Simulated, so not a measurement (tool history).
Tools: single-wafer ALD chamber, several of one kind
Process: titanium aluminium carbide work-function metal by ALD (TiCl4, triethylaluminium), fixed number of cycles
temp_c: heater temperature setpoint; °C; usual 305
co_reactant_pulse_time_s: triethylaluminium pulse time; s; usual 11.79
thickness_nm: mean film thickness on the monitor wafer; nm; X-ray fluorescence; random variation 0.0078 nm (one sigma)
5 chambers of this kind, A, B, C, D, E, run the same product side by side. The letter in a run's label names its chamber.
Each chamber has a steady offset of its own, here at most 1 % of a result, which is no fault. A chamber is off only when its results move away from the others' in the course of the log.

run	hour	temp_c	co_reactant_pulse_time_s	hours since the last thermocouple change	hours since the last triethylaluminium bottle change	read-back reference wafer on the same gauge, thickness_nm	thickness_nm
1A	5.7	305	11.79	633.6	1213.7	2.1917	2.0652
2C	17	305	11.79	915	443.4	2.1907	2.0863
# hour 19.7: chamber A: triethylaluminium bottle replaced
3B	24.1	305	11.79	2656.2	314	2.1924	2.0587
4D	33	305	11.79	346.9	408.1	2.1888	2.0557
5E	43.6	305	11.79	880.3	735.4	2.1901	2.0756
6B	49.2	305	11.79	2681.3	339.1	2.1911	2.0652
7A	58.6	305	11.79	686.5	39	2.1908	2.0798
8C	64.5	305	11.79	962.5	490.9	2.191	2.0723
9D	75.5	305	15.7	389.4	450.6	2.1892	2.094
10E	85.3	305	15.7	922	777.1	2.19	2.1111
11A	92.6	305	15.7	720.5	73	2.1917	2.0987
12D	101.8	305	15.7	415.7	476.9	2.1904	2.0888
13B	109.2	305	15.7	2741.3	399.1	2.1884	2.0752
14C	120.8	305	11.79	1018.8	547.2	2.1903	2.0744
15E	132.6	305	11.79	969.3	824.4	2.1894	2.0753
16D	140.4	315	14.18	454.3	515.5	2.1927	2.1786
# hour 147.5: chamber B: thermocouple changed; heater temperature recalibrated
17C	147.5	315	14.18	1045.5	573.9	2.1896	2.1954
18E	157	315	14.18	993.7	848.8	2.1904	2.1788
19A	168.6	315	14.18	796.5	149	2.1895	2.1955
20B	178	315	14.18	30.5	467.9	2.1907	2.1541
21E	188.2	305	11.79	1024.9	880	2.1922	2.0742
22B	199.1	305	11.79	51.6	489	2.1904	2.0121
23C	207.2	305	11.79	1105.2	633.6	2.1925	2.0749
24D	216.8	305	11.79	530.7	591.9	2.1909	2.0738
25A	228.2	305	11.79	856.1	208.6	2.1898	2.0647
26A	238	305	11.79	865.9	218.4	2.1905	2.0679
27D	247.3	305	11.79	561.2	622.4	2.1916	2.0773
28E	253.1	305	11.79	1089.8	944.9	2.1899	2.0885
29B	259.1	305	11.79	111.6	549	2.1903	1.9677
30C	270	305	11.79	1168	696.4	2.1915	2.0631

Next, every chamber runs the same settings. What will each give?
31A	278.6	305	11.79				?
31B	278.6	305	11.79				?
31C	278.6	305	11.79				?
31D	278.6	305	11.79				?
31E	278.6	305	11.79				?

run	thickness_nm
31A	2.0638
31B	1.9484
31C	2.0707
31D	2.0587
31E	2.0729
